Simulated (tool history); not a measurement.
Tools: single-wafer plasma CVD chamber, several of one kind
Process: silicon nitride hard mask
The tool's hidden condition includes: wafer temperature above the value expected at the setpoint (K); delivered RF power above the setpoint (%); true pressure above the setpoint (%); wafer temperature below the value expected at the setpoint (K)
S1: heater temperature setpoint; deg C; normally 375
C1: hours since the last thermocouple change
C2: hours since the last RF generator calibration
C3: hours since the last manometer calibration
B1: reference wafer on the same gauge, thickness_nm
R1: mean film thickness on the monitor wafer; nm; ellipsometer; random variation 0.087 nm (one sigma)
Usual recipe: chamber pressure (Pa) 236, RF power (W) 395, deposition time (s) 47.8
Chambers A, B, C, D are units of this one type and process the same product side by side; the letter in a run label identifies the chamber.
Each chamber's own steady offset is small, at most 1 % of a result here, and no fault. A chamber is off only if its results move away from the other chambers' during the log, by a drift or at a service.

run 1C day=0.408 | S1=375 chamber_pressure_(Pa)=236 RF_power_(W)=395 deposition_time_(s)=47.8 | C1=115.8 C2=1971.3 C3=759.5 | B1=58.184 | R1=68.235
run 2D day=0.733 | S1=375 chamber_pressure_(Pa)=236 RF_power_(W)=395 deposition_time_(s)=47.8 | C1=753.8 C2=1861.6 C3=1264.1 | B1=58.175 | R1=68.173
run 3A day=1.175 | S1=375 chamber_pressure_(Pa)=236 RF_power_(W)=395 deposition_time_(s)=47.8 | C1=394.6 C2=132.0 C3=785.3 | B1=58.169 | R1=67.658
-- day=1.404 chamber D: RF generator calibrated
run 4B day=1.583 | S1=375 chamber_pressure_(Pa)=236 RF_power_(W)=395 deposition_time_(s)=47.8 | C1=1431.6 C2=97.2 C3=1636.2 | B1=58.152 | R1=68.770
run 5A day=1.846 | S1=362 chamber_pressure_(Pa)=236 RF_power_(W)=395 deposition_time_(s)=47.8 | C1=410.7 C2=148.1 C3=801.4 | B1=58.166 | R1=68.006
run 6C day=2.238 | S1=362 chamber_pressure_(Pa)=236 RF_power_(W)=395 deposition_time_(s)=47.8 | C1=159.7 C2=2015.2 C3=803.4 | B1=58.148 | R1=68.707
run 7B day=2.529 | S1=362 chamber_pressure_(Pa)=236 RF_power_(W)=395 deposition_time_(s)=47.8 | C1=1454.3 C2=119.9 C3=1658.9 | B1=58.143 | R1=69.040
run 8D day=2.879 | S1=362 chamber_pressure_(Pa)=236 RF_power_(W)=395 deposition_time_(s)=47.8 | C1=805.3 C2=35.5 C3=1315.6 | B1=58.124 | R1=68.526
run 9C day=3.312 | S1=375 chamber_pressure_(Pa)=236 RF_power_(W)=395 deposition_time_(s)=47.8 | C1=185.5 C2=2041.0 C3=829.2 | B1=58.117 | R1=68.349
run 10D day=3.817 | S1=375 chamber_pressure_(Pa)=236 RF_power_(W)=395 deposition_time_(s)=47.8 | C1=827.8 C2=58.0 C3=1338.1 | B1=58.116 | R1=67.935
run 11B day=4.083 | S1=367 chamber_pressure_(Pa)=236 RF_power_(W)=395 deposition_time_(s)=39.9 | C1=1491.6 C2=157.2 C3=1696.2 | B1=58.086 | R1=57.428
run 12A day=4.579 | S1=367 chamber_pressure_(Pa)=236 RF_power_(W)=395 deposition_time_(s)=39.9 | C1=476.3 C2=213.7 C3=867.0 | B1=58.080 | R1=56.683
run 13B day=4.917 | S1=367 chamber_pressure_(Pa)=236 RF_power_(W)=395 deposition_time_(s)=39.9 | C1=1511.6 C2=177.2 C3=1716.2 | B1=58.076 | R1=57.521
run 14D day=5.346 | S1=367 chamber_pressure_(Pa)=236 RF_power_(W)=395 deposition_time_(s)=39.9 | C1=864.5 C2=94.7 C3=1374.8 | B1=58.067 | R1=56.883
run 15C day=5.821 | S1=375 chamber_pressure_(Pa)=236 RF_power_(W)=395 deposition_time_(s)=47.8 | C1=245.7 C2=2101.2 C3=889.4 | B1=58.043 | R1=68.253
run 16A day=6.071 | S1=375 chamber_pressure_(Pa)=236 RF_power_(W)=395 deposition_time_(s)=47.8 | C1=512.1 C2=249.5 C3=902.8 | B1=58.059 | R1=67.702
run 17A day=6.467 | S1=375 chamber_pressure_(Pa)=236 RF_power_(W)=395 deposition_time_(s)=47.8 | C1=521.6 C2=259.0 C3=912.3 | B1=58.016 | R1=67.513
run 18D day=7.025 | S1=375 chamber_pressure_(Pa)=236 RF_power_(W)=395 deposition_time_(s)=47.8 | C1=904.8 C2=135.0 C3=1415.1 | B1=58.019 | R1=68.053
run 19C day=7.562 | S1=375 chamber_pressure_(Pa)=236 RF_power_(W)=395 deposition_time_(s)=47.8 | C1=287.5 C2=2143.0 C3=931.2 | B1=58.001 | R1=68.042
run 20B day=8.042 | S1=375 chamber_pressure_(Pa)=236 RF_power_(W)=395 deposition_time_(s)=54.1 | C1=1586.6 C2=252.2 C3=1791.2 | B1=57.982 | R1=77.544
run 21D day=8.571 | S1=375 chamber_pressure_(Pa)=236 RF_power_(W)=395 deposition_time_(s)=54.1 | C1=941.9 C2=172.1 C3=1452.2 | B1=57.967 | R1=76.890
run 22B day=8.929 | S1=375 chamber_pressure_(Pa)=236 RF_power_(W)=395 deposition_time_(s)=54.1 | C1=1607.9 C2=273.5 C3=1812.5 | B1=57.970 | R1=77.559
run 23C day=9.367 | S1=375 chamber_pressure_(Pa)=236 RF_power_(W)=395 deposition_time_(s)=54.1 | C1=330.8 C2=2186.3 C3=974.5 | B1=57.954 | R1=76.958
run 24A day=9.646 | S1=375 chamber_pressure_(Pa)=236 RF_power_(W)=395 deposition_time_(s)=47.8 | C1=597.9 C2=335.3 C3=988.6 | B1=57.944 | R1=67.495
run 25B day=10.162 | S1=375 chamber_pressure_(Pa)=236 RF_power_(W)=395 deposition_time_(s)=42.7 | C1=1637.5 C2=303.1 C3=1842.1 | B1=57.945 | R1=61.220
run 26A day=10.729 | S1=375 chamber_pressure_(Pa)=236 RF_power_(W)=395 deposition_time_(s)=42.7 | C1=623.9 C2=361.3 C3=1014.6 | B1=57.941 | R1=60.289
run 27D day=11.021 | S1=375 chamber_pressure_(Pa)=236 RF_power_(W)=395 deposition_time_(s)=42.7 | C1=1000.7 C2=230.9 C3=1511.0 | B1=57.902 | R1=60.581
run 28C day=11.471 | S1=375 chamber_pressure_(Pa)=236 RF_power_(W)=395 deposition_time_(s)=42.7 | C1=381.3 C2=2236.8 C3=1025.0 | B1=57.890 | R1=60.785

For the next run the whole fleet of 4 chambers uses the same settings. Give each chamber's results:
run 29A day=11.879 | S1=375 chamber_pressure_(Pa)=212 RF_power_(W)=395 deposition_time_(s)=47.8 | R1=?
run 29B day=11.879 | S1=375 chamber_pressure_(Pa)=212 RF_power_(W)=395 deposition_time_(s)=47.8 | R1=?
run 29C day=11.879 | S1=375 chamber_pressure_(Pa)=212 RF_power_(W)=395 deposition_time_(s)=47.8 | R1=?
run 29D day=11.879 | S1=375 chamber_pressure_(Pa)=212 RF_power_(W)=395 deposition_time_(s)=47.8 | R1=?

run=29A R1=65.380
run=29B R1=66.468
run=29C R1=65.888
run=29D R1=65.760
